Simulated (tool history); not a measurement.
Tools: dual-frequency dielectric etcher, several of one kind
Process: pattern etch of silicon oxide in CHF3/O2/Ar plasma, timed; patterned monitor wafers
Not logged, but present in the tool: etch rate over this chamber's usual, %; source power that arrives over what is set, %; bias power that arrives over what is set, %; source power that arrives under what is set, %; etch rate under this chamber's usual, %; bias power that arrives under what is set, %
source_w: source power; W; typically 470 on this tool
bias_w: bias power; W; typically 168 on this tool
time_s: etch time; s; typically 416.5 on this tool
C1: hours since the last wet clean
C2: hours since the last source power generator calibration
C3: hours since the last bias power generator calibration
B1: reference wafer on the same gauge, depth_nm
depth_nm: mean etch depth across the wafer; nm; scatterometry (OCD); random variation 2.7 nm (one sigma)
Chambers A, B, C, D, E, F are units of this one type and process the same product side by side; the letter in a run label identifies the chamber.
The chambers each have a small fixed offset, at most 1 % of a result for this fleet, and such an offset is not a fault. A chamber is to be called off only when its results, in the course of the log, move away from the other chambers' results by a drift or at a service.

Run 1D, day 0.1: usual settings; C1 80; C2 1542.2; C3 74.2; B1 748.86. Result: depth_nm 734.81 nm.
Run 2C, day 0.208: usual settings; C1 333.1; C2 985.6; C3 1625.5; B1 749.17. Result: depth_nm 732.63 nm.
Run 3B, day 0.333: usual settings; C1 191; C2 2494.4; C3 1604.9; B1 749.22. Result: depth_nm 724.36 nm.
Run 4A, day 0.504: usual settings; C1 19.9; C2 1534.3; C3 3721.5; B1 748.37. Result: depth_nm 738.83 nm.
Run 5E, day 0.667: usual settings; C1 500.8; C2 156.7; C3 1959.8; B1 749.45. Result: depth_nm 730.21 nm.
Run 6F, day 0.762: usual settings; C1 354.2; C2 394.8; C3 352.6; B1 748.7. Result: depth_nm 737.65 nm.
Run 7D, day 0.9: usual settings; C1 99.2; C2 1561.4; C3 93.4; B1 748.81. Result: depth_nm 736.64 nm.
Run 8F, day 1.046: usual settings; C1 361; C2 401.6; C3 359.4; B1 748.78. Result: depth_nm 740.3 nm.
Run 9A, day 1.125: usual settings; C1 34.8; C2 1549.2; C3 3736.4; B1 748.98. Result: depth_nm 739.7 nm.
Run 10E, day 1.204: usual settings; C1 513.7; C2 169.6; C3 1972.7; B1 749.3. Result: depth_nm 731.86 nm.
Run 11B, day 1.346: usual settings; C1 215.3; C2 2518.7; C3 1629.2; B1 748.88. Result: depth_nm 729.88 nm.
Run 12C, day 1.508: usual settings; C1 364.3; C2 1016.8; C3 1656.7; B1 748.74. Result: depth_nm 737.76 nm.
Run 13A, day 1.6: usual settings; C1 46.2; C2 1560.6; C3 3747.8; B1 749.48. Result: depth_nm 735.83 nm.
Run 14E, day 1.762: usual settings; C1 527.1; C2 183; C3 1986.1; B1 749.54. Result: depth_nm 728.55 nm.
Run 15D, day 1.842: usual settings; C1 121.8; C2 1584; C3 116; B1 748.84. Result: depth_nm 730.99 nm.
At day 1.938: chamber F: wet clean of the chamber.
At day 1.95: chamber E: wet clean of the chamber.
Run 16F, day 2.012: usual settings; C1 1.8; C2 424.8; C3 382.6; B1 748.34. Result: depth_nm 734.4 nm.
Run 17B, day 2.125: usual settings; C1 234; C2 2537.4; C3 1647.9; B1 748.75. Result: depth_nm 721.65 nm.
Run 18C, day 2.25: usual settings; C1 382.1; C2 1034.6; C3 1674.5; B1 749.62. Result: depth_nm 733.37 nm.
Run 19C, day 2.362: usual settings; C1 384.8; C2 1037.3; C3 1677.2; B1 749.23. Result: depth_nm 737.48 nm.
Run 20E, day 2.458: usual settings; C1 12.3; C2 199.7; C3 2002.8; B1 749.26. Result: depth_nm 710.41 nm.
Run 21A, day 2.588: usual settings; C1 69.9; C2 1584.3; C3 3771.5; B1 749.26. Result: depth_nm 730.37 nm.
Run 22D, day 2.708: usual settings; C1 142.6; C2 1604.8; C3 136.8; B1 749.01. Result: depth_nm 735.47 nm.
Run 23B, day 2.8: usual settings but source_w 420 W; C1 250.2; C2 2553.6; C3 1664.1; B1 748.62. Result: depth_nm 700.02 nm.
Run 24F, day 2.904: usual settings but source_w 420 W; C1 23.2; C2 446.2; C3 404; B1 749.61. Result: depth_nm 708.07 nm.
Run 25D, day 3.062: usual settings but source_w 420 W; C1 151.1; C2 1613.3; C3 145.3; B1 748.71. Result: depth_nm 699.43 nm.
Run 26F, day 3.179: usual settings but source_w 420 W; C1 29.8; C2 452.8; C3 410.6; B1 748.8. Result: depth_nm 706.12 nm.
Run 27B, day 3.267: usual settings but source_w 420 W; C1 261.4; C2 2564.8; C3 1675.3; B1 749.55. Result: depth_nm 698.56 nm.
Run 28A, day 3.35: usual settings but source_w 420 W; C1 88.2; C2 1602.6; C3 3789.8; B1 749.43. Result: depth_nm 704.21 nm.
Run 29C, day 3.454: usual settings; C1 411; C2 1063.5; C3 1703.4; B1 748.64. Result: depth_nm 731.86 nm.
Run 30E, day 3.55: usual settings but time_s 306 s; C1 38.5; C2 225.9; C3 2029; B1 749.45. Result: depth_nm 523.07 nm.
Run 31C, day 3.65: usual settings but time_s 306 s; C1 415.7; C2 1068.2; C3 1708.1; B1 748.66. Result: depth_nm 541.38 nm.
Run 32F, day 3.729: usual settings but time_s 306 s; C1 43; C2 466; C3 423.8; B1 748.59. Result: depth_nm 541.78 nm.
Run 33A, day 3.825: usual settings but time_s 306 s; C1 99.6; C2 1614; C3 3801.2; B1 748.97. Result: depth_nm 543.37 nm.
Run 34E, day 3.958: usual settings but time_s 306 s; C1 48.3; C2 235.7; C3 2038.8; B1 748.67. Result: depth_nm 521.76 nm.
Run 35B, day 4.075: usual settings but time_s 306 s; C1 280.8; C2 2584.2; C3 1694.7; B1 748.6. Result: depth_nm 532.81 nm.
Run 36D, day 4.196: usual settings; C1 178.3; C2 1640.5; C3 172.5; B1 748.98. Result: depth_nm 734.95 nm.
Run 37A, day 4.346: usual settings; C1 112.1; C2 1626.5; C3 3813.7; B1 748.64. Result: depth_nm 736.08 nm.
Run 38F, day 4.475: usual settings; C1 60.9; C2 483.9; C3 441.7; B1 748.89. Result: depth_nm 732.73 nm.
Run 39B, day 4.583: usual settings; C1 293; C2 2596.4; C3 1706.9; B1 748.42. Result: depth_nm 726.47 nm.
Run 40E, day 4.7: usual settings; C1 66.1; C2 253.5; C3 2056.6; B1 748.65. Result: depth_nm 712.18 nm.

One chamber off, gauge drift, or nothing amiss beyond the chambers' own small offsets? If it is a chamber, which one, and what is the likeliest cause?

Chamber E has stood off from the others ever since a service on it.
Cause: etch rate under this chamber's usual, % = 2.65.

Below are 4 candidate recipes for chamber E's next run, each the usual settings with a change, their results shown as question marks. Which of them brings E's results back in line with what the other chambers give on the usual settings?
In line means no further than this from the other chambers' mean on the usual settings: depth_nm 9.5 nm
Run 41E-1, day 4.829: usual settings but source_w 480 W. Result: depth_nm ?.
Run 41E-2, day 4.829: usual settings but time_s 413.5 s. Result: depth_nm ?.
Run 41E-3, day 4.829: usual settings but bias_w 167 W, time_s 405 s. Result: depth_nm ?.
Run 41E-4, day 4.829: usual settings but source_w 510 W. Result: depth_nm ?.

Mean of the other chambers on the usual settings: depth_nm 733.82 nm
  run  depth_nm
41E-1     716.5
41E-2    705.72
41E-3     689.8
41E-4    733.06
With 41E-4, the chamber falls back in line with the rest.

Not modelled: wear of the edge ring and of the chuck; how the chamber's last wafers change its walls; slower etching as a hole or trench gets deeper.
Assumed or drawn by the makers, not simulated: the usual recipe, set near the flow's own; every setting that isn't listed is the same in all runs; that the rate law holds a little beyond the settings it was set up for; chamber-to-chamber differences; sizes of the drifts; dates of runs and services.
